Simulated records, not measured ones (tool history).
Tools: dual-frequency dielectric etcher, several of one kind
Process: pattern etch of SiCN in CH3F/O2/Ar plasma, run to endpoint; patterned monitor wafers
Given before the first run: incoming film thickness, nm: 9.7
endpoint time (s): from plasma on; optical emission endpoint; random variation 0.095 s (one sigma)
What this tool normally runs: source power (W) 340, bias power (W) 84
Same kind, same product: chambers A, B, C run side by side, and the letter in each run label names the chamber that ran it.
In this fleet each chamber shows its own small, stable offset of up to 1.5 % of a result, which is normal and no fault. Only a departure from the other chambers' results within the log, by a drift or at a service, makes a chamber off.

run	hour	source power (W)	bias power (W)	hours since the last wet clean	hours since the last source power generator calibration	hours since the last bias power generator calibration	endpoint time (s)
1C	8.1	340	84	384.1	2255.4	1178.4	26.165
2B	17.3	340	84	351.4	471.2	1688.8	25.478
3A	28.6	340	84	157.7	1551.9	169.1	26.023
4B	39.2	340	84	373.3	493.1	1710.7	25.514
5C	49.4	340	84	425.4	2296.7	1219.7	26.145
6A	61.7	340	100	190.8	1585	202.2	24.227
7B	74.5	340	100	408.6	528.4	1746	23.959
# hour 74.9: chamber B: wet clean of the chamber
8C	85.1	340	100	461.1	2332.4	1255.4	24.4
9A	92.1	340	84	221.2	1615.4	232.6	25.917
# hour 93: chamber C: wet clean of the chamber
10C	98.1	340	84	5.1	2345.4	1268.4	27.162
11A	104.9	340	84	234	1628.2	245.4	25.935
12B	117.9	340	84	43.1	571.8	1789.4	25.597
13A	127.8	340	84	256.9	1651.1	268.3	26.019
14B	135	340	84	60.2	588.9	1806.5	25.491
15C	146.8	340	84	53.8	2394.1	1317.1	26.965
16C	158	340	84	65	2405.3	1328.3	26.808
17A	166.1	340	84	295.2	1689.4	306.6	25.83
18B	177.4	340	84	102.6	631.3	1848.9	25.727
19C	186.8	340	94	93.8	2434.1	1357.1	25.981
20A	194.1	340	94	323.2	1717.4	334.6	24.728

Is one chamber off against the others, does the gauge drift, or is nothing wrong? If a chamber is off, say which, and what the likeliest cause is.

Chamber C has stood off from the others ever since a service on it.
Likeliest cause: etch rate under this chamber's usual, % = 3.19.

Which of the 4 candidates below, each the usual settings with something changed and its results left as question marks, puts chamber C back in line with what the other chambers give on the usual settings?
To be in line, a result may differ from the other chambers' mean on the usual settings by at most: endpoint time (s) 0.33
21C-1	203.7	360	89				?
21C-2	203.7	320	79				?
21C-3	203.7	340	79				?
21C-4	203.7	360	84				?

Other chambers, usual settings, mean: endpoint time (s) 25.805
run	endpoint time (s)
21C-1	25.835
21C-2	28.201
21C-3	27.562
21C-4	26.384
21C-1 puts the chamber back in line with the other chambers.

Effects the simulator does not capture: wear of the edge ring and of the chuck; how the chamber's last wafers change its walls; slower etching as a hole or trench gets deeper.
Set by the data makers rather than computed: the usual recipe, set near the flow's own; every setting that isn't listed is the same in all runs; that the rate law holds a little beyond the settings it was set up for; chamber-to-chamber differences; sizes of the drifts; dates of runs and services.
